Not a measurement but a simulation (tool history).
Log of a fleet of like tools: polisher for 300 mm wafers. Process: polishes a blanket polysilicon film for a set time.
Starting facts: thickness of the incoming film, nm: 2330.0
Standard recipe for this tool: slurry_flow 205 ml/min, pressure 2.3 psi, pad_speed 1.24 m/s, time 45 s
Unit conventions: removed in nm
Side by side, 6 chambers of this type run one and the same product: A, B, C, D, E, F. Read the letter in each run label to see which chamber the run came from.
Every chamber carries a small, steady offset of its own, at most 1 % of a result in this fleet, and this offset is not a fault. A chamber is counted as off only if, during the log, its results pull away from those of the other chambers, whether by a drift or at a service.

run 1B hour=10.3 | slurry_flow=205 pressure=2.3 pad_speed=1.24 time=45 | removed=381.85
-- hour=13.9 chamber A: worn pad replaced by a new one
-- hour=15.1 chamber F: worn pad replaced by a new one
run 2E hour=24.2 | slurry_flow=205 pressure=2.3 pad_speed=1.24 time=45 | removed=385.15
-- hour=24.3 chamber D: worn pad replaced by a new one
-- hour=26.4 chamber E: worn pad replaced by a new one
run 3C hour=33.0 | slurry_flow=205 pressure=2.3 pad_speed=1.24 time=45 | removed=393.97
-- hour=38.1 chamber C: worn pad replaced by a new one
-- hour=43.6 chamber C: slurry nozzle cleaned
run 4F hour=46.0 | slurry_flow=205 pressure=2.3 pad_speed=1.24 time=45 | removed=391.17
-- hour=50.6 chamber B: worn pad replaced by a new one
run 5A hour=60.5 | slurry_flow=205 pressure=2.3 pad_speed=1.24 time=45 | removed=389.71
run 6D hour=73.1 | slurry_flow=205 pressure=2.3 pad_speed=1.24 time=45 | removed=388.46
run 7B hour=84.5 | slurry_flow=205 pressure=2.3 pad_speed=1.24 time=45 | removed=384.29
-- hour=92.9 chamber F: worn pad replaced by a new one
run 8A hour=94.3 | slurry_flow=205 pressure=2.3 pad_speed=1.24 time=45 | removed=387.06
-- hour=103.8 chamber E: worn pad replaced by a new one
run 9F hour=104.6 | slurry_flow=205 pressure=2.3 pad_speed=1.24 time=45 | removed=391.73
-- hour=109.5 chamber A: worn pad replaced by a new one
run 10E hour=111.3 | slurry_flow=205 pressure=2.3 pad_speed=0.82 time=51 | removed=288.50
-- hour=120.8 chamber D: worn pad replaced by a new one
run 11D hour=122.1 | slurry_flow=205 pressure=2.3 pad_speed=0.82 time=51 | removed=297.61
run 12C hour=136.2 | slurry_flow=205 pressure=2.3 pad_speed=0.82 time=51 | removed=293.21
-- hour=136.5 chamber C: worn pad replaced by a new one
-- hour=137.8 chamber B: worn pad replaced by a new one
run 13F hour=143.7 | slurry_flow=205 pressure=2.3 pad_speed=0.82 time=51 | removed=300.36
run 14E hour=150.7 | slurry_flow=205 pressure=2.3 pad_speed=0.82 time=51 | removed=287.24
-- hour=155.0 chamber A: slurry nozzle cleaned
-- hour=159.1 chamber C: head pressure recalibrated
run 15A hour=165.2 | slurry_flow=205 pressure=2.3 pad_speed=0.82 time=51 | removed=286.05
-- hour=170.6 chamber F: worn pad replaced by a new one
run 16C hour=176.7 | slurry_flow=205 pressure=2.3 pad_speed=1.24 time=45 | removed=434.33
run 17D hour=185.4 | slurry_flow=205 pressure=2.9 pad_speed=1.24 time=36 | removed=390.26
run 18B hour=195.0 | slurry_flow=205 pressure=2.9 pad_speed=1.24 time=36 | removed=382.56
-- hour=195.1 chamber E: worn pad replaced by a new one
-- hour=206.6 chamber A: worn pad replaced by a new one
run 19F hour=206.9 | slurry_flow=205 pressure=2.9 pad_speed=1.24 time=36 | removed=402.14
-- hour=210.1 chamber D: head pressure recalibrated
-- hour=213.5 chamber D: worn pad replaced by a new one
run 20B hour=215.8 | slurry_flow=205 pressure=2.9 pad_speed=1.24 time=36 | removed=388.53
-- hour=218.8 chamber C: worn pad replaced by a new one
run 21E hour=225.3 | slurry_flow=205 pressure=2.9 pad_speed=1.24 time=36 | removed=387.06
-- hour=230.1 chamber B: worn pad replaced by a new one
run 22D hour=232.0 | slurry_flow=205 pressure=2.9 pad_speed=1.24 time=36 | removed=388.39
run 23C hour=241.1 | slurry_flow=205 pressure=2.3 pad_speed=1.24 time=45 | removed=431.87
run 24A hour=248.7 | slurry_flow=205 pressure=2.3 pad_speed=1.24 time=45 | removed=390.51
-- hour=256.2 chamber F: worn pad replaced by a new one
run 25F hour=259.2 | slurry_flow=205 pressure=2.3 pad_speed=1.24 time=45 | removed=382.53
run 26E hour=271.4 | slurry_flow=205 pressure=2.3 pad_speed=1.24 time=45 | removed=387.47
-- hour=280.2 chamber E: worn pad replaced by a new one
run 27B hour=281.2 | slurry_flow=205 pressure=2.3 pad_speed=1.24 time=45 | removed=379.09
-- hour=288.9 chamber A: worn pad replaced by a new one
run 28C hour=290.4 | slurry_flow=205 pressure=2.3 pad_speed=1.24 time=45 | removed=431.04
-- hour=291.2 chamber D: worn pad replaced by a new one
run 29A hour=302.0 | slurry_flow=205 pressure=2.3 pad_speed=1.24 time=45 | removed=387.10
-- hour=310.7 chamber C: worn pad replaced by a new one
run 30D hour=311.5 | slurry_flow=205 pressure=2.3 pad_speed=1.24 time=45 | removed=388.18
-- hour=312.7 chamber B: worn pad replaced by a new one
run 31F hour=323.2 | slurry_flow=205 pressure=2.3 pad_speed=1.24 time=45 | removed=388.51
run 32C hour=337.9 | slurry_flow=205 pressure=2.3 pad_speed=1.24 time=36 | removed=344.92
run 33E hour=350.6 | slurry_flow=205 pressure=2.3 pad_speed=1.24 time=36 | removed=301.59
run 34A hour=363.3 | slurry_flow=205 pressure=2.3 pad_speed=1.24 time=36 | removed=308.54
-- hour=367.6 chamber E: worn pad replaced by a new one
-- hour=368.5 chamber D: worn pad replaced by a new one
-- hour=370.4 chamber A: worn pad replaced by a new one
-- hour=372.8 chamber D: slurry nozzle cleaned
run 35B hour=377.3 | slurry_flow=205 pressure=2.3 pad_speed=1.24 time=36 | removed=306.51
run 36D hour=387.0 | slurry_flow=205 pressure=2.3 pad_speed=1.24 time=36 | removed=317.56
run 37A hour=394.2 | slurry_flow=205 pressure=2.3 pad_speed=1.24 time=36 | removed=311.19
-- hour=402.3 chamber B: worn pad replaced by a new one
run 38C hour=405.3 | slurry_flow=205 pressure=2.3 pad_speed=1.24 time=45 | removed=431.14
run 39E hour=413.0 | slurry_flow=205 pressure=2.3 pad_speed=1.24 time=45 | removed=390.28
run 40B hour=423.3 | slurry_flow=205 pressure=2.3 pad_speed=1.24 time=45 | removed=388.57
run 41D hour=435.7 | slurry_flow=205 pressure=2.3 pad_speed=1.24 time=45 | removed=391.54

What goes on in this fleet: one chamber off, a drifting gauge, or nothing beyond the chambers' own small offsets? Name the chamber and the cause, if any.

Chamber C has stood off from the others ever since a service on it.
Most likely cause: head's pressure above its setpoint, % = 10.1.

Chamber C could run next with any of the 4 candidate recipes listed below; each alters the usual settings, and their results appear as question marks. Which one brings its results back in line with what the other chambers deliver on the usual settings?
In line here means within this much of the mean the other chambers give on the usual settings: removed 12.00 nm
run 42C-1 hour=446.7 | slurry_flow=205 pressure=2.2 pad_speed=1.20 time=44 | removed=?
run 42C-2 hour=446.7 | slurry_flow=205 pressure=2.4 pad_speed=1.24 time=48 | removed=?
run 42C-3 hour=446.7 | slurry_flow=205 pressure=2.3 pad_speed=1.22 time=44 | removed=?
run 42C-4 hour=446.7 | slurry_flow=205 pressure=2.4 pad_speed=1.24 time=45 | removed=?

Usual-settings mean across the other chambers: removed 387.23 nm
run=42C-1 removed=390.09
run=42C-2 removed=479.01
run=42C-3 removed=414.30
run=42C-4 removed=449.07
Change 42C-1 lands the chamber within the allowed miss of the other chambers.
